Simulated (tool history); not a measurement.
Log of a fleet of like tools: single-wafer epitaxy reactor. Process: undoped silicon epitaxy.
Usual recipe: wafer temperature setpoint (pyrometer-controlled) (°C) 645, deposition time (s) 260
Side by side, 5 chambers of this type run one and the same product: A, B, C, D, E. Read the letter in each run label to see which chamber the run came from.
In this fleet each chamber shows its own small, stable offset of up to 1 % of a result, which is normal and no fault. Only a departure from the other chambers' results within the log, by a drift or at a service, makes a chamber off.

run,day,wafer temperature setpoint (pyrometer-controlled) (°C),deposition time (s),hours since the last pyrometer calibration,"read-back reference wafer on the same gauge, thickness_nm",mean film thickness on the monitor wafer (nm)
1B,0.167,645,260,96.4,36.511,39.368
2D,0.271,645,260,1253.4,36.512,39.047
3E,0.412,645,260,968.4,36.502,38.954
4C,0.558,645,260,34.3,36.517,38.841
5A,0.708,645,260,1075.5,36.51,38.861
6B,0.883,645,260,113.6,36.493,39.354
7D,0.983,645,260,1270.5,36.517,39.12
8A,1.129,645,260,1085.6,36.496,38.882
9E,1.275,645,287,989.1,36.489,43.219
10C,1.379,645,287,54,36.493,42.954
11A,1.483,645,287,1094.1,36.485,43.094
12D,1.571,645,287,1284.6,36.515,43.452
13E,1.662,645,287,998.4,36.493,43.217
14C,1.771,645,260,63.4,36.492,38.715
15B,1.867,645,260,137.2,36.537,39.369
16D,2.042,645,260,1295.9,36.53,39.533
17A,2.133,645,260,1109.7,36.486,38.866
18C,2.3,645,260,76.1,36.496,38.961
19E,2.396,645,260,1016,36.489,38.85
20B,2.533,632,220,153.2,36.504,24.723
21C,2.717,632,220,86.1,36.524,24.567
22A,2.867,632,220,1127.3,36.506,24.591
23D,2.962,632,220,1318,36.523,24.893
24B,3.108,632,220,167,36.494,24.646
25E,3.204,645,260,1035.4,36.476,38.771
26D,3.333,645,260,1326.9,36.464,39.322
27A,3.504,645,260,1142.6,36.499,38.833
28B,3.638,645,260,179.7,36.491,39.208
29C,3.8,645,260,112.1,36.476,38.625
30E,3.942,656,260,1053.1,36.485,49.609

Is one chamber out of step, is the gauge drifting, or do the chambers differ by no more than their own small offsets? For an off chamber, give its letter and the likeliest cause.

No chamber is off and the gauge is stable; the differences are just each chamber's small, constant offset.
